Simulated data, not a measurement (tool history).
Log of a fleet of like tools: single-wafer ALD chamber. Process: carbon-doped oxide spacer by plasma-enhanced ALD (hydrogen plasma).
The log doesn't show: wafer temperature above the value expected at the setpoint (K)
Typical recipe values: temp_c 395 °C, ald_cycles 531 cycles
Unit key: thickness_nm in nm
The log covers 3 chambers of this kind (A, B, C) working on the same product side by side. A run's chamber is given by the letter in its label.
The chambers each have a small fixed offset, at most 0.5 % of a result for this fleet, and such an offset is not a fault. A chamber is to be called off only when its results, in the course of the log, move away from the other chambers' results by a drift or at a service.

| run | hour | temp_c | ald_cycles | hours since the last thermocouple change | read-back reference wafer on the same gauge, thickness_nm | thickness_nm |
|---|---|---|---|---|---|---|
| 1A | 4 | 395 | 531 | 2005.9 | 28.803 | 26.502 |
| 2B | 6.9 | 395 | 531 | 282 | 28.787 | 26.505 |
| 3C | 10 | 395 | 531 | 219.5 | 28.775 | 26.451 |
| 4B | 12.5 | 395 | 531 | 287.6 | 28.793 | 26.601 |
| 5A | 15.9 | 395 | 531 | 2017.8 | 28.773 | 26.47 |
| 6C | 20.2 | 395 | 531 | 229.7 | 28.762 | 26.405 |
| 7B | 22.5 | 395 | 531 | 297.6 | 28.76 | 26.557 |
| 8C | 26.3 | 395 | 531 | 235.8 | 28.734 | 26.379 |
| 9A | 31.3 | 395 | 531 | 2033.2 | 28.735 | 26.477 |
| 10A | 35.9 | 395 | 531 | 2037.8 | 28.734 | 26.37 |
| 11B | 40.9 | 395 | 531 | 316 | 28.725 | 26.51 |
| 12C | 45.1 | 395 | 531 | 254.6 | 28.721 | 26.437 |
| 13C | 49.4 | 395 | 531 | 258.9 | 28.711 | 26.408 |
| 14A | 54.1 | 395 | 531 | 2056 | 28.704 | 26.428 |
| 15B | 56.5 | 395 | 531 | 331.6 | 28.688 | 26.421 |
| 16C | 59.7 | 395 | 531 | 269.2 | 28.692 | 26.379 |
| 17B | 63.2 | 402 | 531 | 338.3 | 28.69 | 26.248 |
| 18A | 66.9 | 402 | 531 | 2068.8 | 28.685 | 25.827 |
| 19A | 70.7 | 402 | 531 | 2072.6 | 28.658 | 25.809 |
| 20B | 73.3 | 395 | 531 | 348.4 | 28.659 | 26.443 |
| 21C | 78.3 | 395 | 531 | 287.8 | 28.651 | 26.312 |
| 22A | 81.7 | 395 | 531 | 2083.6 | 28.647 | 26.434 |
| 23C | 85.9 | 395 | 531 | 295.4 | 28.646 | 26.339 |
| 24B | 88.8 | 409 | 623 | 363.9 | 28.644 | 30.148 |
| 25A | 92.1 | 409 | 623 | 2094 | 28.636 | 29.575 |
| 26B | 95.3 | 409 | 623 | 370.4 | 28.618 | 30.094 |
| 27C | 98.8 | 383 | 531 | 308.3 | 28.61 | 26.365 |
| 28B | 103.2 | 383 | 531 | 378.3 | 28.605 | 26.368 |
| 29A | 106 | 383 | 531 | 2107.9 | 28.595 | 26.243 |

The same settings go to every chamber for the next run, one line per chamber below. Forecast the results for each:
| 30A | 109.7 | 385 | 531 |  |  | ? |
| 30B | 109.7 | 385 | 531 |  |  | ? |
| 30C | 109.7 | 385 | 531 |  |  | ? |

| run | thickness_nm |
|---|---|
| 30A | 26.338 |
| 30B | 26.379 |
| 30C | 26.268 |
